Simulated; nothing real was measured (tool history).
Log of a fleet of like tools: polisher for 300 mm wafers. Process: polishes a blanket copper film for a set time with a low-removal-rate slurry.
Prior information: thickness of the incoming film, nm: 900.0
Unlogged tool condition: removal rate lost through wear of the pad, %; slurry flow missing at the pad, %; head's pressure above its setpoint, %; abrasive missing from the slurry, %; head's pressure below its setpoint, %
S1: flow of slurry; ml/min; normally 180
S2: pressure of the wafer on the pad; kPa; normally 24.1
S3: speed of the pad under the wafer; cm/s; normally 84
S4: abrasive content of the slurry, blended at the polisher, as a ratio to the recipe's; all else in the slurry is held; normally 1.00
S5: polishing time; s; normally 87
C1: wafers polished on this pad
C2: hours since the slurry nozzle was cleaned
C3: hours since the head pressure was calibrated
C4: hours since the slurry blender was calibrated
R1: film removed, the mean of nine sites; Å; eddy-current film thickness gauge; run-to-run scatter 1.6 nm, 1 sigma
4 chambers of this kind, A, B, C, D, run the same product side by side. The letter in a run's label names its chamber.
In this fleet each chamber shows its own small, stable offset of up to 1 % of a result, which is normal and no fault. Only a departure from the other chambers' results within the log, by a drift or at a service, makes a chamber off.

-- hour=3.0 chamber D: slurry nozzle cleaned
run 1C hour=6.8 | S1=180 S2=24.1 S3=84 S4=1.00 S5=87 | C1=1083 C2=240.7 C3=860.0 C4=244.6 | R1=2236.1
run 2B hour=15.7 | S1=180 S2=24.1 S3=84 S4=1.00 S5=87 | C1=436 C2=50.6 C3=638.5 C4=38.9 | R1=2230.5
run 3D hour=21.4 | S1=180 S2=24.1 S3=84 S4=1.00 S5=87 | C1=482 C2=18.4 C3=180.5 C4=117.3 | R1=2227.1
-- hour=24.2 chamber C: worn pad replaced by a new one
run 4A hour=30.8 | S1=180 S2=24.1 S3=84 S4=1.00 S5=87 | C1=819 C2=302.2 C3=518.6 C4=157.7 | R1=2221.9
-- hour=31.8 chamber A: worn pad replaced by a new one
run 5D hour=40.8 | S1=180 S2=24.1 S3=84 S4=1.00 S5=87 | C1=706 C2=37.8 C3=199.9 C4=136.7 | R1=2243.5
-- hour=44.6 chamber D: worn pad replaced by a new one
run 6B hour=51.8 | S1=180 S2=24.1 S3=84 S4=1.00 S5=87 | C1=854 C2=86.7 C3=674.6 C4=75.0 | R1=2228.1
run 7A hour=60.8 | S1=180 S2=24.1 S3=84 S4=1.25 S5=87 | C1=335 C2=332.2 C3=548.6 C4=187.7 | R1=2335.9
run 8C hour=67.0 | S1=180 S2=24.1 S3=84 S4=1.25 S5=87 | C1=495 C2=300.9 C3=920.2 C4=304.8 | R1=2366.5
-- hour=69.7 chamber A: head pressure recalibrated
run 9C hour=72.5 | S1=180 S2=24.1 S3=84 S4=1.25 S5=87 | C1=559 C2=306.4 C3=925.7 C4=310.3 | R1=2352.2
-- hour=73.3 chamber B: worn pad replaced by a new one
-- hour=74.5 chamber B: slurry blender recalibrated
run 10A hour=82.5 | S1=180 S2=24.1 S3=84 S4=1.25 S5=87 | C1=586 C2=353.9 C3=12.9 C4=209.4 | R1=2347.6
run 11D hour=89.2 | S1=180 S2=24.1 S3=84 S4=1.00 S5=87 | C1=516 C2=86.2 C3=248.3 C4=185.1 | R1=2231.3
run 12B hour=95.6 | S1=180 S2=24.1 S3=84 S4=1.00 S5=87 | C1=258 C2=130.5 C3=718.4 C4=21.2 | R1=2204.1
run 13B hour=102.8 | S1=180 S2=24.1 S3=84 S4=1.00 S5=87 | C1=341 C2=137.7 C3=725.6 C4=28.4 | R1=2235.7
-- hour=104.4 chamber A: worn pad replaced by a new one
-- hour=106.8 chamber A: slurry blender recalibrated
run 14D hour=112.9 | S1=180 S2=24.1 S3=84 S4=1.00 S5=87 | C1=789 C2=109.9 C3=272.0 C4=208.8 | R1=2252.2
-- hour=115.8 chamber C: slurry blender recalibrated
run 15C hour=121.6 | S1=180 S2=24.1 S3=84 S4=1.00 S5=87 | C1=1126 C2=355.5 C3=974.8 C4=5.8 | R1=2191.2
-- hour=122.8 chamber C: worn pad replaced by a new one
-- hour=123.8 chamber D: worn pad replaced by a new one
run 16A hour=126.9 | S1=180 S2=24.1 S3=84 S4=1.00 S5=87 | C1=260 C2=398.3 C3=57.3 C4=20.2 | R1=2242.7
run 17C hour=132.8 | S1=180 S2=24.1 S3=84 S4=1.00 S5=87 | C1=115 C2=366.7 C3=986.0 C4=17.0 | R1=2208.7
run 18D hour=143.3 | S1=180 S2=24.1 S3=84 S4=1.00 S5=87 | C1=225 C2=140.3 C3=302.4 C4=239.2 | R1=2254.3
run 19A hour=150.1 | S1=180 S2=28.3 S3=84 S4=0.75 S5=87 | C1=528 C2=421.5 C3=80.5 C4=43.4 | R1=2413.6
run 20B hour=159.3 | S1=180 S2=28.3 S3=84 S4=0.75 S5=87 | C1=994 C2=194.2 C3=782.1 C4=84.9 | R1=2458.8
-- hour=164.6 chamber B: slurry blender recalibrated
run 21D hour=166.6 | S1=180 S2=28.3 S3=84 S4=0.75 S5=87 | C1=494 C2=163.6 C3=325.7 C4=262.5 | R1=2496.2
-- hour=168.1 chamber B: worn pad replaced by a new one
run 22A hour=177.4 | S1=180 S2=28.3 S3=84 S4=0.75 S5=87 | C1=843 C2=448.8 C3=107.8 C4=70.7 | R1=2439.0
-- hour=182.4 chamber B: slurry nozzle cleaned
-- hour=182.5 chamber A: worn pad replaced by a new one
run 23B hour=186.4 | S1=180 S2=24.1 S3=84 S4=1.00 S5=87 | C1=211 C2=4.1 C3=809.2 C4=21.8 | R1=2217.8
run 24C hour=191.3 | S1=180 S2=24.1 S3=84 S4=1.00 S5=87 | C1=791 C2=425.2 C3=1044.5 C4=75.5 | R1=2147.6
run 25B hour=196.8 | S1=180 S2=24.1 S3=96 S4=1.00 S5=71 | C1=332 C2=14.5 C3=819.6 C4=32.2 | R1=2108.8
-- hour=200.4 chamber D: worn pad replaced by a new one
run 26C hour=202.4 | S1=180 S2=24.1 S3=96 S4=1.00 S5=71 | C1=920 C2=436.3 C3=1055.6 C4=86.6 | R1=2012.8
run 27A hour=213.2 | S1=180 S2=24.1 S3=96 S4=1.00 S5=71 | C1=354 C2=484.6 C3=143.6 C4=106.5 | R1=2108.2
run 28D hour=219.6 | S1=180 S2=24.1 S3=96 S4=1.00 S5=71 | C1=223 C2=216.6 C3=378.7 C4=315.5 | R1=2104.1
-- hour=220.7 chamber D: slurry nozzle cleaned
-- hour=228.0 chamber C: worn pad replaced by a new one
run 29A hour=228.4 | S1=180 S2=24.1 S3=84 S4=1.00 S5=87 | C1=530 C2=499.8 C3=158.8 C4=121.7 | R1=2263.6
-- hour=232.5 chamber D: head pressure recalibrated
run 30D hour=235.8 | S1=180 S2=24.1 S3=84 S4=1.00 S5=87 | C1=410 C2=15.2 C3=3.3 C4=331.7 | R1=2219.7
run 31C hour=243.3 | S1=180 S2=24.1 S3=84 S4=1.00 S5=87 | C1=177 C2=477.2 C3=1096.5 C4=127.5 | R1=2127.5
run 32B hour=254.3 | S1=155 S2=24.1 S3=84 S4=0.80 S5=87 | C1=996 C2=72.0 C3=877.1 C4=89.7 | R1=2109.7
-- hour=255.7 chamber A: worn pad replaced by a new one
run 33B hour=264.6 | S1=155 S2=24.1 S3=84 S4=0.80 S5=87 | C1=1115 C2=82.3 C3=887.4 C4=100.0 | R1=2091.5
-- hour=270.1 chamber D: worn pad replaced by a new one
-- hour=270.9 chamber D: slurry blender recalibrated
run 34A hour=274.4 | S1=155 S2=24.1 S3=84 S4=0.80 S5=87 | C1=217 C2=545.8 C3=204.8 C4=167.7 | R1=2067.6
-- hour=280.9 chamber B: slurry blender recalibrated
-- hour=285.2 chamber B: worn pad replaced by a new one
run 35C hour=285.2 | S1=155 S2=24.1 S3=84 S4=0.80 S5=87 | C1=661 C2=519.1 C3=1138.4 C4=169.4 | R1=1925.9
run 36D hour=290.9 | S1=180 S2=24.1 S3=84 S4=1.00 S5=87 | C1=240 C2=70.3 C3=58.4 C4=20.1 | R1=2245.0
run 37D hour=300.2 | S1=180 S2=27.6 S3=84 S4=1.00 S5=87 | C1=347 C2=79.6 C3=67.7 C4=29.4 | R1=2563.0
run 38C hour=306.0 | S1=180 S2=27.6 S3=84 S4=1.00 S5=87 | C1=901 C2=539.9 C3=1159.2 C4=190.2 | R1=2372.6
run 39B hour=315.6 | S1=180 S2=27.6 S3=84 S4=1.00 S5=87 | C1=351 C2=133.3 C3=938.4 C4=34.8 | R1=2527.0
-- hour=323.6 chamber A: worn pad replaced by a new one
run 40A hour=323.9 | S1=180 S2=27.6 S3=84 S4=1.00 S5=87 | C1=3 C2=595.3 C3=254.3 C4=217.2 | R1=2559.5
run 41A hour=332.4 | S1=180 S2=24.1 S3=84 S4=1.00 S5=87 | C1=102 C2=603.8 C3=262.8 C4=225.7 | R1=2248.4

Is one chamber out of step, is the gauge drifting, or do the chambers differ by no more than their own small offsets? For an off chamber, give its letter and the likeliest cause.

It is chamber C that slowly wanders off from its peers.
Cause: head's pressure below its setpoint, % = 8.97.
With only this log, it may be confused with: slurry flow missing at the pad, %.

Here are 4 candidates for chamber C's next run, each the usual settings with a change, their results left as question marks. Which one brings its results back in line with what the others give on the usual settings?
Maximum distance from the other chambers' mean on the usual settings for a result to count as in line: R1 56.0 Å
run 42C-1 hour=340.3 | S1=185 S2=26.2 S3=92 S4=1.00 S5=87 | R1=?
run 42C-2 hour=340.3 | S1=180 S2=24.1 S3=88 S4=1.00 S5=91 | R1=?
run 42C-3 hour=340.3 | S1=180 S2=24.1 S3=80 S4=1.00 S5=83 | R1=?
run 42C-4 hour=340.3 | S1=175 S2=24.1 S3=76 S4=1.00 S5=80 | R1=?

The mean the other chambers reach with the usual settings: R1 2234.3 Å
run=42C-1 R1=2434.8
run=42C-2 R1=2237.4
run=42C-3 R1=1855.3
run=42C-4 R1=1691.8
42C-2 brings the chamber back in line.

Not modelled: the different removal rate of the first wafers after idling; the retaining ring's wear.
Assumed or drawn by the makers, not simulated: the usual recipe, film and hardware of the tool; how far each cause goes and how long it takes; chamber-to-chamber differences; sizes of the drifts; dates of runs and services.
